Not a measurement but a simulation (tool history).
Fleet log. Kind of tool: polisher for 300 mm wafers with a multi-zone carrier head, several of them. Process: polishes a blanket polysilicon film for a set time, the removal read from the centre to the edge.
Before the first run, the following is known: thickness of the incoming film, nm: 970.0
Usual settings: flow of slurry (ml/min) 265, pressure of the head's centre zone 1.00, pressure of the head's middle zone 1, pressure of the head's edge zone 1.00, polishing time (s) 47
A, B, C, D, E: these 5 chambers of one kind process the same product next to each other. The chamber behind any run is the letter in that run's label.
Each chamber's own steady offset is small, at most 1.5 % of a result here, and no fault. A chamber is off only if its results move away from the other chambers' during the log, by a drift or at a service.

run   hour  flow of slurry (ml/min)  pressure of the head's centre zone  pressure of the head's middle zone  pressure of the head's edge zone  polishing time (s)  film removed at the wafer's centre (angstrom)  film removed at mid-radius (angstrom)  film removed at the wafer's edge (angstrom)
 1C    6.4                      265                                1.00                                   1                              1.00                  47                                         4085.6                                 4017.3                                       4075.8
 2A   16.7                      265                                1.00                                   1                              1.00                  47                                         3944.7                                 4058.7                                       4007.5
 3D   26.8                      265                                1.00                                   1                              1.00                  47                                         4057.8                                 4125.8                                       4069.5
 4B   37.0                      265                                1.00                                   1                              1.00                  47                                         4010.8                                 4016.9                                       4037.1
      37.9  -- chamber C: worn pad replaced by a new one
      43.1  -- chamber A: worn pad replaced by a new one
 5E   48.6                      265                                1.00                                   1                              1.00                  47                                         3961.9                                 4063.9                                       4062.7
 6E   59.1                      265                                1.00                                   1                              1.00                  47                                         3954.3                                 4068.1                                       4120.7
      59.8  -- chamber E: worn pad replaced by a new one
 7A   64.5                      265                                1.00                                   1                              1.00                  47                                         3957.4                                 4041.1                                       3961.9
 8C   74.0                      265                                1.00                                   1                              1.00                  47                                         4038.9                                 3964.7                                       3969.6
 9D   82.2                      265                                1.00                                   1                              1.00                  47                                         3956.0                                 3993.1                                       3949.4
10B   89.1                      265                                1.00                                   1                              1.00                  47                                         3996.1                                 3948.6                                       3965.4
11A   95.0                      265                                1.00                                   1                              1.00                  47                                         4025.3                                 4060.4                                       4038.0
12E  104.3                      265                                1.00                                   1                              1.00                  47                                         4037.9                                 4063.3                                       3982.0
13C  109.8                      265                                1.00                                   1                              1.00                  47                                         4094.3                                 3995.0                                       4076.6
     110.0  -- chamber C: worn pad replaced by a new one
14D  117.3                      265                                1.00                                   1                              1.00                  47                                         3959.2                                 4047.4                                       4028.5
15B  124.7                      265                                1.00                                   1                              1.00                  47                                         3994.0                                 3971.5                                       4016.5
     132.3  -- chamber D: worn pad replaced by a new one
16B  136.5                      265                                1.00                                   1                              1.00                  47                                         3975.8                                 3954.2                                       4113.1
17D  142.6                      265                                1.00                                   1                              1.00                  47                                         3971.2                                 4057.9                                       3996.6
     147.0  -- chamber A: worn pad replaced by a new one
18E  149.5                      265                                1.00                                   1                              1.00                  47                                         3973.4                                 4001.5                                       3940.3
19C  161.1                      265                                1.00                                   1                              1.00                  47                                         4077.3                                 4070.7                                       4010.2
     166.6  -- chamber E: worn pad replaced by a new one
20A  170.9                      265                                1.00                                   1                              1.00                  47                                         4006.6                                 4117.8                                       4037.6
     176.5  -- chamber C: slurry nozzle cleaned
21C  182.1                      265                                1.00                                   1                              1.00                  47                                         4093.3                                 3988.4                                       4086.2
     182.5  -- chamber C: worn pad replaced by a new one
     185.8  -- chamber D: slurry nozzle cleaned
22E  193.9                      265                                1.00                                   1                              1.00                  47                                         3947.4                                 4025.2                                       4065.4
23D  199.7                      265                                1.00                                   1                              1.00                  47                                         3951.7                                 4081.0                                       4076.6
24A  207.8                      265                                1.00                                   1                              1.00                  47                                         3968.0                                 4045.6                                       4018.9
25B  217.7                      265                                1.11                                   1                              0.92                  47                                         4353.0                                 3888.5                                       3774.8
26A  228.4                      265                                1.11                                   1                              0.92                  47                                         4487.2                                 3997.3                                       3836.5
27E  240.4                      265                                1.11                                   1                              0.92                  47                                         4416.0                                 3957.5                                       3911.8
     245.0  -- chamber A: worn pad replaced by a new one
28D  249.8                      265                                1.11                                   1                              0.92                  47                                         4482.4                                 4065.3                                       3930.5
29B  256.4                      265                                1.11                                   1                              0.92                  47                                         4308.3                                 3934.0                                       3758.7
     260.6  -- chamber C: worn pad replaced by a new one
30C  262.1                      265                                1.10                                   1                              1.12                  47                                         4521.4                                 4089.4                                       4258.2
31D  269.8                      265                                1.10                                   1                              1.12                  47                                         4392.9                                 4028.6                                       4276.8
32A  275.9                      265                                1.10                                   1                              1.12                  47                                         4449.8                                 4045.0                                       4289.2
     284.1  -- chamber E: worn pad replaced by a new one
     285.0  -- chamber C: edge zone pressure recalibrated
33C  287.6                      265                                1.10                                   1                              1.12                  47                                         4534.6                                 4059.7                                       4319.5
34E  294.0                      265                                1.10                                   1                              1.12                  47                                         4456.4                                 4049.7                                       4295.7
35B  306.3                      265                                1.00                                   1                              1.00                  47                                         3818.1                                 3789.0                                       3940.4
36B  316.2                      265                                1.00                                   1                              1.00                  47                                         3752.3                                 3839.2                                       3857.4
37C  328.0                      265                                1.00                                   1                              1.00                  47                                         4055.4                                 4011.2                                       4037.6
38A  335.1                      265                                1.00                                   1                              1.00                  47                                         4033.3                                 4046.5                                       4013.7

Each of the 5 chambers runs these same settings next. Fill in every chamber's results:
39A  344.0                      265                                1.00                                   1                              1.00                  47                                              ?                                      ?                                            ?
39B  344.0                      265                                1.00                                   1                              1.00                  47                                              ?                                      ?                                            ?
39C  344.0                      265                                1.00                                   1                              1.00                  47                                              ?                                      ?                                            ?
39D  344.0                      265                                1.00                                   1                              1.00                  47                                              ?                                      ?                                            ?
39E  344.0                      265                                1.00                                   1                              1.00                  47                                              ?                                      ?                                            ?

run  film removed at the wafer's centre (angstrom)  film removed at mid-radius (angstrom)  film removed at the wafer's edge (angstrom)
39A                                         4003.9                                 4013.3                                       4043.2
39B                                         3819.3                                 3812.7                                       3825.8
39C                                         4100.8                                 4019.9                                       3990.8
39D                                         3986.2                                 4055.8                                       3999.2
39E                                         3946.3                                 4063.7                                       3934.5
